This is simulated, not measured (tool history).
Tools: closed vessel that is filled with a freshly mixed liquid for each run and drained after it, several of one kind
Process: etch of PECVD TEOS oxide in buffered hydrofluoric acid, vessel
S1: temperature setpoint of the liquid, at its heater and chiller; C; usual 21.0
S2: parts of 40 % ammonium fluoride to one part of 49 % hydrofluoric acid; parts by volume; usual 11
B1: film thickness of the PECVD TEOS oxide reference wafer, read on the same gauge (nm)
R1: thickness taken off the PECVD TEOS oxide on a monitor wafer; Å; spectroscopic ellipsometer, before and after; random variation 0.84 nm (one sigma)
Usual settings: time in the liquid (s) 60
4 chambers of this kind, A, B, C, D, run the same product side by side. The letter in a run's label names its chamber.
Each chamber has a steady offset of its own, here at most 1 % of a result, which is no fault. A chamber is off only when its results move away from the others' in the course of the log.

Run 1B, hour 5.1: usual settings; B1 59.987. Result: R1 1034.90 Å.
Run 2C, hour 10.7: usual settings; B1 60.002. Result: R1 1040.40 Å.
Run 3D, hour 15.6: usual settings; B1 60.017. Result: R1 1031.20 Å.
Run 4A, hour 20.2: usual settings; B1 60.009. Result: R1 1027.90 Å.
Run 5C, hour 28.6: usual settings; B1 59.992. Result: R1 1033.20 Å.
Run 6A, hour 36.0: usual settings; B1 60.000. Result: R1 1032.50 Å.
Run 7D, hour 40.9: usual settings but S1 19.5 C; B1 59.992. Result: R1 945.08 Å.
Run 8B, hour 48.3: usual settings but S1 19.5 C; B1 59.987. Result: R1 950.59 Å.
Run 9D, hour 54.0: usual settings but S1 19.5 C; B1 59.996. Result: R1 946.06 Å.
Run 10B, hour 58.5: usual settings but S1 19.5 C; B1 60.000. Result: R1 947.91 Å.
Run 11C, hour 66.5: usual settings; B1 60.019. Result: R1 1038.90 Å.
Run 12A, hour 71.7: usual settings; B1 60.006. Result: R1 1040.70 Å.
Run 13A, hour 76.6: usual settings; B1 60.013. Result: R1 1025.30 Å.
Run 14D, hour 83.3: usual settings; B1 60.020. Result: R1 1025.10 Å.
Run 15C, hour 90.8: usual settings; B1 60.005. Result: R1 1063.10 Å.
Run 16B, hour 95.8: usual settings; B1 59.996. Result: R1 1024.40 Å.
Run 17B, hour 104.1: usual settings but time in the liquid (s) 90; B1 59.992. Result: R1 1562.70 Å.
Run 18D, hour 112.1: usual settings but time in the liquid (s) 90; B1 60.006. Result: R1 1538.10 Å.
Run 19C, hour 116.5: usual settings but time in the liquid (s) 90; B1 59.995. Result: R1 1576.40 Å.
Run 20A, hour 123.8: usual settings but time in the liquid (s) 90; B1 59.996. Result: R1 1529.40 Å.
Run 21D, hour 132.3: usual settings; B1 59.994. Result: R1 1030.60 Å.
Run 22A, hour 137.9: usual settings; B1 59.987. Result: R1 1045.10 Å.
Run 23C, hour 143.4: usual settings; B1 60.009. Result: R1 1033.50 Å.
Run 24B, hour 150.1: usual settings; B1 59.999. Result: R1 1043.90 Å.
Run 25D, hour 158.8: usual settings but S1 17.0 C, S2 7 parts by volume; B1 59.983. Result: R1 1264.40 Å.
Run 26B, hour 166.4: usual settings but S1 17.0 C, S2 7 parts by volume; B1 60.010. Result: R1 1271.80 Å.
Run 27A, hour 171.0: usual settings but S1 17.0 C, S2 7 parts by volume; B1 59.999. Result: R1 1266.90 Å.
Run 28C, hour 177.6: usual settings but S1 17.0 C, S2 7 parts by volume; B1 59.977. Result: R1 1280.40 Å.
Run 29C, hour 184.7: usual settings but S2 9 parts by volume, time in the liquid (s) 70; B1 60.004. Result: R1 1418.80 Å.
At hour 186.4: chamber D: thermometer replaced.
Run 30D, hour 190.7: usual settings but S2 9 parts by volume, time in the liquid (s) 70; B1 59.997. Result: R1 1436.40 Å.
Run 31A, hour 196.1: usual settings but S2 9 parts by volume, time in the liquid (s) 70; B1 60.000. Result: R1 1425.10 Å.
Run 32B, hour 204.8: usual settings but S2 9 parts by volume, time in the liquid (s) 70; B1 59.990. Result: R1 1420.40 Å.
Run 33A, hour 213.6: usual settings; B1 60.019. Result: R1 1045.30 Å.
Run 34C, hour 222.4: usual settings; B1 60.004. Result: R1 1040.60 Å.
Run 35D, hour 228.2: usual settings; B1 60.022. Result: R1 1023.10 Å.
Run 36B, hour 233.8: usual settings; B1 59.998. Result: R1 1039.80 Å.
Run 37B, hour 240.2: usual settings but time in the liquid (s) 35; B1 59.979. Result: R1 602.41 Å.
Run 38C, hour 247.2: usual settings but time in the liquid (s) 35; B1 60.004. Result: R1 608.20 Å.

Is one chamber off against the others, does the gauge drift, or is nothing wrong? If a chamber is off, say which, and what the likeliest cause is.

No chamber stands off beyond its own small offset, and the gauge holds steady.
